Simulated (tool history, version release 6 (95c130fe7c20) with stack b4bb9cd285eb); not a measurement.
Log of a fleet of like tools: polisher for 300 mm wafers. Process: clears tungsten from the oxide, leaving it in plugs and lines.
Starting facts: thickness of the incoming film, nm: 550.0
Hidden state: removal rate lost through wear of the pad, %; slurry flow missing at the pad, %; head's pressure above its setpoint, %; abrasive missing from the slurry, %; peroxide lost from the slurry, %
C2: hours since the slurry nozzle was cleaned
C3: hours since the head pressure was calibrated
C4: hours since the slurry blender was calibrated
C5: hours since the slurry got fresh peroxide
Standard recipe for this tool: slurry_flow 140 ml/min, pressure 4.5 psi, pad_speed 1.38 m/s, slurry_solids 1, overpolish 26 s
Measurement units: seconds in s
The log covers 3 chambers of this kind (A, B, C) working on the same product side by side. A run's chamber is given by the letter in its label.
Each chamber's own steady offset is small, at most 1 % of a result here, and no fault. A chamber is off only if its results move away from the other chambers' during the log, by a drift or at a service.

{"hour": 0.2, "done": "chamber B: slurry tank refilled with fresh slurry and peroxide"}
{"run": "1A", "hour": 3.4, "slurry_flow": 140, "pressure": 4.5, "pad_speed": 1.38, "slurry_solids": 1, "overpolish": 26, "wafers polished on this pad": 838, "C2": 532.8, "C3": 91.3, "C4": 75.0, "C5": 35.6, "seconds": 61.014}
{"run": "2C", "hour": 9.7, "slurry_flow": 140, "pressure": 4.5, "pad_speed": 1.38, "slurry_solids": 1, "overpolish": 26, "wafers polished on this pad": 117, "C2": 145.4, "C3": 696.2, "C4": 135.0, "C5": 87.3, "seconds": 58.326}
{"run": "3B", "hour": 13.2, "slurry_flow": 140, "pressure": 4.5, "pad_speed": 1.38, "slurry_solids": 1, "overpolish": 26, "wafers polished on this pad": 353, "C2": 448.0, "C3": 280.1, "C4": 255.9, "C5": 13.0, "seconds": 60.381}
{"run": "4B", "hour": 19.0, "slurry_flow": 140, "pressure": 4.5, "pad_speed": 1.38, "slurry_solids": 1, "overpolish": 26, "wafers polished on this pad": 416, "C2": 453.8, "C3": 285.9, "C4": 261.7, "C5": 18.8, "seconds": 60.944}
{"hour": 22.7, "done": "chamber C: slurry tank refilled with fresh slurry and peroxide"}
{"run": "5A", "hour": 25.7, "slurry_flow": 140, "pressure": 4.5, "pad_speed": 1.38, "slurry_solids": 1, "overpolish": 26, "wafers polished on this pad": 1080, "C2": 555.1, "C3": 113.6, "C4": 97.3, "C5": 57.9, "seconds": 59.7}
{"run": "6C", "hour": 30.7, "slurry_flow": 140, "pressure": 4.5, "pad_speed": 1.38, "slurry_solids": 1, "overpolish": 26, "wafers polished on this pad": 346, "C2": 166.4, "C3": 717.2, "C4": 156.0, "C5": 8.1, "seconds": 56.908}
{"hour": 35.5, "done": "chamber A: worn pad replaced by a new one"}
{"run": "7C", "hour": 35.9, "slurry_flow": 140, "pressure": 4.5, "pad_speed": 1.38, "slurry_solids": 1, "overpolish": 26, "wafers polished on this pad": 403, "C2": 171.6, "C3": 722.4, "C4": 161.2, "C5": 13.3, "seconds": 60.16}
{"hour": 39.6, "done": "chamber B: head pressure recalibrated"}
{"hour": 39.8, "done": "chamber C: slurry blender recalibrated"}
{"run": "8A", "hour": 41.5, "slurry_flow": 140, "pressure": 4.5, "pad_speed": 1.38, "slurry_solids": 1, "overpolish": 26, "wafers polished on this pad": 66, "C2": 570.9, "C3": 129.4, "C4": 113.1, "C5": 73.7, "seconds": 60.969}
{"hour": 45.1, "done": "chamber B: slurry blender recalibrated"}
{"run": "9B", "hour": 45.6, "slurry_flow": 140, "pressure": 4.5, "pad_speed": 1.38, "slurry_solids": 1, "overpolish": 26, "wafers polished on this pad": 705, "C2": 480.4, "C3": 6.1, "C4": 0.6, "C5": 45.4, "seconds": 61.612}
{"run": "10A", "hour": 49.7, "slurry_flow": 140, "pressure": 4.5, "pad_speed": 1.38, "slurry_solids": 1, "overpolish": 26, "wafers polished on this pad": 155, "C2": 579.1, "C3": 137.6, "C4": 121.3, "C5": 81.9, "seconds": 62.276}
{"hour": 50.7, "done": "chamber C: worn pad replaced by a new one"}
{"run": "11B", "hour": 53.0, "slurry_flow": 140, "pressure": 4.5, "pad_speed": 1.38, "slurry_solids": 1, "overpolish": 26, "wafers polished on this pad": 786, "C2": 487.8, "C3": 13.5, "C4": 8.0, "C5": 52.8, "seconds": 61.996}
{"run": "12C", "hour": 57.2, "slurry_flow": 140, "pressure": 4.5, "pad_speed": 1.38, "slurry_solids": 1, "overpolish": 26, "wafers polished on this pad": 71, "C2": 192.9, "C3": 743.7, "C4": 17.5, "C5": 34.6, "seconds": 59.261}
{"run": "13B", "hour": 61.7, "slurry_flow": 140, "pressure": 4.5, "pad_speed": 1.38, "slurry_solids": 1, "overpolish": 26, "wafers polished on this pad": 880, "C2": 496.5, "C3": 22.2, "C4": 16.7, "C5": 61.5, "seconds": 60.578}
{"hour": 67.4, "done": "chamber B: slurry tank refilled with fresh slurry and peroxide"}
{"run": "14A", "hour": 67.6, "slurry_flow": 140, "pressure": 4.5, "pad_speed": 1.38, "slurry_solids": 1, "overpolish": 26, "wafers polished on this pad": 350, "C2": 597.0, "C3": 155.5, "C4": 139.2, "C5": 99.8, "seconds": 60.135}
{"run": "15C", "hour": 71.5, "slurry_flow": 140, "pressure": 4.5, "pad_speed": 1.38, "slurry_solids": 1, "overpolish": 26, "wafers polished on this pad": 227, "C2": 207.2, "C3": 758.0, "C4": 31.8, "C5": 48.9, "seconds": 58.472}
{"run": "16C", "hour": 77.6, "slurry_flow": 140, "pressure": 4.5, "pad_speed": 1.38, "slurry_solids": 1, "overpolish": 26, "wafers polished on this pad": 293, "C2": 213.3, "C3": 764.1, "C4": 37.9, "C5": 55.0, "seconds": 59.839}
{"run": "17B", "hour": 83.3, "slurry_flow": 140, "pressure": 4.5, "pad_speed": 1.38, "slurry_solids": 1, "overpolish": 26, "wafers polished on this pad": 1116, "C2": 518.1, "C3": 43.8, "C4": 38.3, "C5": 15.9, "seconds": 62.639}
{"hour": 84.0, "done": "chamber C: head pressure recalibrated"}
{"run": "18A", "hour": 88.3, "slurry_flow": 140, "pressure": 4.5, "pad_speed": 1.38, "slurry_solids": 1, "overpolish": 26, "wafers polished on this pad": 575, "C2": 617.7, "C3": 176.2, "C4": 159.9, "C5": 120.5, "seconds": 63.056}
{"hour": 92.3, "done": "chamber A: slurry blender recalibrated"}
{"run": "19A", "hour": 92.8, "slurry_flow": 140, "pressure": 4.5, "pad_speed": 1.38, "slurry_solids": 1, "overpolish": 26, "wafers polished on this pad": 624, "C2": 622.2, "C3": 180.7, "C4": 0.6, "C5": 125.0, "seconds": 63.123}
{"run": "20C", "hour": 96.2, "slurry_flow": 140, "pressure": 4.5, "pad_speed": 1.06, "slurry_solids": 1, "overpolish": 26, "wafers polished on this pad": 495, "C2": 231.9, "C3": 12.2, "C4": 56.5, "C5": 73.6, "seconds": 80.046}
{"run": "21B", "hour": 101.8, "slurry_flow": 140, "pressure": 4.5, "pad_speed": 1.06, "slurry_solids": 1, "overpolish": 26, "wafers polished on this pad": 1317, "C2": 536.6, "C3": 62.3, "C4": 56.8, "C5": 34.4, "seconds": 79.759}
{"hour": 105.4, "done": "chamber C: worn pad replaced by a new one"}
{"run": "22C", "hour": 108.9, "slurry_flow": 140, "pressure": 4.5, "pad_speed": 1.06, "slurry_solids": 1, "overpolish": 26, "wafers polished on this pad": 38, "C2": 244.6, "C3": 24.9, "C4": 69.2, "C5": 86.3, "seconds": 78.298}
{"run": "23B", "hour": 113.2, "slurry_flow": 120, "pressure": 3.5, "pad_speed": 1.38, "slurry_solids": 1, "overpolish": 26, "wafers polished on this pad": 1441, "C2": 548.0, "C3": 73.7, "C4": 68.2, "C5": 45.8, "seconds": 83.485}
{"hour": 117.9, "done": "chamber B: worn pad replaced by a new one"}
{"run": "24A", "hour": 118.6, "slurry_flow": 120, "pressure": 3.5, "pad_speed": 1.38, "slurry_solids": 1, "overpolish": 26, "wafers polished on this pad": 905, "C2": 648.0, "C3": 206.5, "C4": 26.4, "C5": 150.8, "seconds": 87.174}
{"run": "25A", "hour": 123.1, "slurry_flow": 120, "pressure": 3.5, "pad_speed": 1.38, "slurry_solids": 1, "overpolish": 26, "wafers polished on this pad": 954, "C2": 652.5, "C3": 211.0, "C4": 30.9, "C5": 155.3, "seconds": 88.302}
{"run": "26B", "hour": 129.2, "slurry_flow": 140, "pressure": 4.5, "pad_speed": 1.38, "slurry_solids": 1, "overpolish": 26, "wafers polished on this pad": 123, "C2": 564.0, "C3": 89.7, "C4": 84.2, "C5": 61.8, "seconds": 61.291}
{"run": "27C", "hour": 133.7, "slurry_flow": 95, "pressure": 3.5, "pad_speed": 1.38, "slurry_solids": 1, "overpolish": 26, "wafers polished on this pad": 308, "C2": 269.4, "C3": 49.7, "C4": 94.0, "C5": 111.1, "seconds": 86.948}
{"run": "28B", "hour": 137.1, "slurry_flow": 95, "pressure": 3.5, "pad_speed": 1.38, "slurry_solids": 1, "overpolish": 26, "wafers polished on this pad": 209, "C2": 571.9, "C3": 97.6, "C4": 92.1, "C5": 69.7, "seconds": 85.891}
{"hour": 139.2, "done": "chamber B: slurry tank refilled with fresh slurry and peroxide"}
{"hour": 140.1, "done": "chamber C: slurry tank refilled with fresh slurry and peroxide"}
{"run": "29A", "hour": 142.7, "slurry_flow": 95, "pressure": 3.5, "pad_speed": 1.38, "slurry_solids": 1, "overpolish": 26, "wafers polished on this pad": 1167, "C2": 672.1, "C3": 230.6, "C4": 50.5, "C5": 174.9, "seconds": 97.212}
{"run": "30C", "hour": 146.1, "slurry_flow": 140, "pressure": 4.5, "pad_speed": 1.38, "slurry_solids": 1, "overpolish": 26, "wafers polished on this pad": 443, "C2": 281.8, "C3": 62.1, "C4": 106.4, "C5": 6.0, "seconds": 61.541}
{"run": "31B", "hour": 150.7, "slurry_flow": 140, "pressure": 3.1, "pad_speed": 1.38, "slurry_solids": 1, "overpolish": 26, "wafers polished on this pad": 357, "C2": 585.5, "C3": 111.2, "C4": 105.7, "C5": 11.5, "seconds": 87.041}

Next, all 3 chambers run the settings below, one line each with question marks for the results. What does each chamber give?
{"run": "32A", "hour": 155.8, "slurry_flow": 140, "pressure": 4.5, "pad_speed": 0.94, "slurry_solids": 1, "overpolish": 26, "seconds": "?"}
{"run": "32B", "hour": 155.8, "slurry_flow": 140, "pressure": 4.5, "pad_speed": 0.94, "slurry_solids": 1, "overpolish": 26, "seconds": "?"}
{"run": "32C", "hour": 155.8, "slurry_flow": 140, "pressure": 4.5, "pad_speed": 0.94, "slurry_solids": 1, "overpolish": 26, "seconds": "?"}

run=32A seconds=105.370
run=32B seconds=88.737
run=32C seconds=85.620
